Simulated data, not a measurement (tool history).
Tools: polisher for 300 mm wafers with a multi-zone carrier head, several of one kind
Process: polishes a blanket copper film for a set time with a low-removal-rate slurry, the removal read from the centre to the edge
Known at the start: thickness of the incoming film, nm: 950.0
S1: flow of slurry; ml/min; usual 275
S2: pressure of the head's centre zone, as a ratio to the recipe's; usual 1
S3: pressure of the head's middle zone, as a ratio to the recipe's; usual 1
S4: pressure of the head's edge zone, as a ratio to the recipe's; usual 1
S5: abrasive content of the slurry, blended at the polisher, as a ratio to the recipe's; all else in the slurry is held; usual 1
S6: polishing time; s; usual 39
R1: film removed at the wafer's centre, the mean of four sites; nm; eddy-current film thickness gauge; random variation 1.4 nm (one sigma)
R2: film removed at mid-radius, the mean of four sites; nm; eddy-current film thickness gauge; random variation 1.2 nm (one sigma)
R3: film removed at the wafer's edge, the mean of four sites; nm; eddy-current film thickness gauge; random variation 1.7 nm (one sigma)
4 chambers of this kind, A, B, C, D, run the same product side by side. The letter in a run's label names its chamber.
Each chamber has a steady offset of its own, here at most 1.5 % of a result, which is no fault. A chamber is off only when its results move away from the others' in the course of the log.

{"hour": 0.1, "done": "chamber D: worn pad replaced by a new one"}
{"hour": 10.8, "done": "chamber B: centre zone pressure recalibrated"}
{"run": "1A", "hour": 11.4, "S1": 275, "S2": 1, "S3": 1, "S4": 1, "S5": 1, "S6": 39, "R1": 114.85, "R2": 114.16, "R3": 117.53}
{"run": "2B", "hour": 19.7, "S1": 275, "S2": 1, "S3": 1, "S4": 1, "S5": 1, "S6": 39, "R1": 116.34, "R2": 116.58, "R3": 118.01}
{"run": "3C", "hour": 32.7, "S1": 275, "S2": 1, "S3": 1, "S4": 1, "S5": 1, "S6": 39, "R1": 115.3, "R2": 114.31, "R3": 114.97}
{"hour": 40.7, "done": "chamber C: worn pad replaced by a new one"}
{"run": "4D", "hour": 43.9, "S1": 275, "S2": 1, "S3": 1, "S4": 1, "S5": 1, "S6": 39, "R1": 114.99, "R2": 116.92, "R3": 115.64}
{"run": "5D", "hour": 54.9, "S1": 275, "S2": 1, "S3": 1, "S4": 1, "S5": 1, "S6": 39, "R1": 115.77, "R2": 114.48, "R3": 112.38}
{"run": "6C", "hour": 66.1, "S1": 275, "S2": 1, "S3": 1, "S4": 1, "S5": 1, "S6": 39, "R1": 115.5, "R2": 115.88, "R3": 112.85}
{"run": "7A", "hour": 74.5, "S1": 185, "S2": 1, "S3": 1, "S4": 0.88, "S5": 1, "S6": 39, "R1": 106.36, "R2": 109.5, "R3": 100.61}
{"run": "8B", "hour": 89.1, "S1": 185, "S2": 1, "S3": 1, "S4": 0.88, "S5": 1, "S6": 39, "R1": 107.07, "R2": 111.74, "R3": 103.88}
{"run": "9A", "hour": 100.9, "S1": 185, "S2": 1, "S3": 1, "S4": 0.88, "S5": 1, "S6": 39, "R1": 109.1, "R2": 109.15, "R3": 103.2}
{"hour": 101.2, "done": "chamber A: worn pad replaced by a new one"}
{"hour": 104.0, "done": "chamber B: worn pad replaced by a new one"}
{"run": "10B", "hour": 111.1, "S1": 185, "S2": 1, "S3": 1, "S4": 0.88, "S5": 1, "S6": 39, "R1": 105.94, "R2": 109.92, "R3": 102.31}
{"hour": 118.8, "done": "chamber C: worn pad replaced by a new one"}
{"run": "11C", "hour": 125.3, "S1": 275, "S2": 1, "S3": 1, "S4": 1, "S5": 1, "S6": 39, "R1": 117.14, "R2": 115.54, "R3": 112}
{"run": "12D", "hour": 132.3, "S1": 275, "S2": 1, "S3": 1, "S4": 1, "S5": 1, "S6": 39, "R1": 114.81, "R2": 115.72, "R3": 113.15}
{"run": "13C", "hour": 140.9, "S1": 275, "S2": 1, "S3": 1, "S4": 1, "S5": 1, "S6": 39, "R1": 114.91, "R2": 114.91, "R3": 114.55}
{"hour": 145.1, "done": "chamber A: edge zone pressure recalibrated"}
{"run": "14D", "hour": 150.0, "S1": 275, "S2": 0.94, "S3": 0.95, "S4": 1, "S5": 1, "S6": 39, "R1": 109.64, "R2": 110.68, "R3": 114.25}
{"hour": 156.1, "done": "chamber D: centre zone pressure recalibrated"}
{"run": "15B", "hour": 160.6, "S1": 275, "S2": 0.94, "S3": 0.95, "S4": 1, "S5": 1, "S6": 39, "R1": 107.1, "R2": 109.52, "R3": 113.6}
{"hour": 169.8, "done": "chamber D: worn pad replaced by a new one"}
{"run": "16A", "hour": 172.0, "S1": 275, "S2": 0.94, "S3": 0.95, "S4": 1, "S5": 1, "S6": 39, "R1": 107.9, "R2": 109.35, "R3": 115.18}
{"run": "17D", "hour": 179.7, "S1": 275, "S2": 0.94, "S3": 0.95, "S4": 1, "S5": 1, "S6": 39, "R1": 93.318, "R2": 109.2, "R3": 117.05}
{"run": "18A", "hour": 193.2, "S1": 275, "S2": 1, "S3": 1, "S4": 1, "S5": 1, "S6": 39, "R1": 114.88, "R2": 113.59, "R3": 113.11}
{"hour": 193.4, "done": "chamber B: slurry nozzle cleaned"}
{"hour": 195.4, "done": "chamber C: worn pad replaced by a new one"}
{"hour": 197.1, "done": "chamber A: worn pad replaced by a new one"}
{"run": "19B", "hour": 200.4, "S1": 275, "S2": 1, "S3": 0.9, "S4": 1, "S5": 1, "S6": 39, "R1": 116.04, "R2": 105.75, "R3": 112.87}
{"hour": 201.2, "done": "chamber B: worn pad replaced by a new one"}
{"run": "20C", "hour": 215.4, "S1": 275, "S2": 1, "S3": 0.9, "S4": 1, "S5": 1, "S6": 39, "R1": 115.33, "R2": 104.48, "R3": 114.41}
{"hour": 219.8, "done": "chamber C: slurry nozzle cleaned"}
{"run": "21B", "hour": 222.9, "S1": 275, "S2": 1, "S3": 0.9, "S4": 1, "S5": 1, "S6": 39, "R1": 112.8, "R2": 104.43, "R3": 113.45}
{"run": "22D", "hour": 237.0, "S1": 275, "S2": 1, "S3": 0.9, "S4": 1, "S5": 1, "S6": 39, "R1": 99.391, "R2": 103.18, "R3": 113.4}
{"run": "23A", "hour": 247.8, "S1": 275, "S2": 1, "S3": 1, "S4": 1, "S5": 1, "S6": 39, "R1": 113.43, "R2": 115.25, "R3": 115.69}
{"run": "24C", "hour": 260.6, "S1": 275, "S2": 1, "S3": 1, "S4": 1, "S5": 1, "S6": 39, "R1": 112.78, "R2": 115.17, "R3": 114.47}
{"run": "25A", "hour": 273.6, "S1": 275, "S2": 1, "S3": 1, "S4": 1, "S5": 1, "S6": 39, "R1": 117.55, "R2": 114.21, "R3": 114.63}
{"hour": 274.0, "done": "chamber C: worn pad replaced by a new one"}
{"hour": 280.0, "done": "chamber C: centre zone pressure recalibrated"}
{"run": "26D", "hour": 281.3, "S1": 275, "S2": 1, "S3": 1, "S4": 1, "S5": 1, "S6": 39, "R1": 100.72, "R2": 116.17, "R3": 113.72}
{"run": "27C", "hour": 294.1, "S1": 275, "S2": 1, "S3": 1, "S4": 1, "S5": 1, "S6": 39, "R1": 115.54, "R2": 114.81, "R3": 112.58}
{"run": "28B", "hour": 302.2, "S1": 275, "S2": 1, "S3": 1, "S4": 1, "S5": 1, "S6": 39, "R1": 114.02, "R2": 115.15, "R3": 118.07}
{"run": "29D", "hour": 310.5, "S1": 275, "S2": 1, "S3": 1, "S4": 1, "S5": 1, "S6": 39, "R1": 99.769, "R2": 115.28, "R3": 113.72}
{"run": "30C", "hour": 321.4, "S1": 275, "S2": 1, "S3": 1, "S4": 1, "S5": 1, "S6": 39, "R1": 112.2, "R2": 115.75, "R3": 114.02}

Next, every chamber runs the same settings. What will each give?
{"run": "31A", "hour": 332.2, "S1": 275, "S2": 1, "S3": 1.09, "S4": 1, "S5": 1, "S6": 39, "R1": "?", "R2": "?", "R3": "?"}
{"run": "31B", "hour": 332.2, "S1": 275, "S2": 1, "S3": 1.09, "S4": 1, "S5": 1, "S6": 39, "R1": "?", "R2": "?", "R3": "?"}
{"run": "31C", "hour": 332.2, "S1": 275, "S2": 1, "S3": 1.09, "S4": 1, "S5": 1, "S6": 39, "R1": "?", "R2": "?", "R3": "?"}
{"run": "31D", "hour": 332.2, "S1": 275, "S2": 1, "S3": 1.09, "S4": 1, "S5": 1, "S6": 39, "R1": "?", "R2": "?", "R3": "?"}

run=31A R1=113.97 R2=124.63 R3=113.82
run=31B R1=113.51 R2=124.91 R3=116.55
run=31C R1=114.98 R2=122.24 R3=110.92
run=31D R1=100.59 R2=127.51 R3=113.47
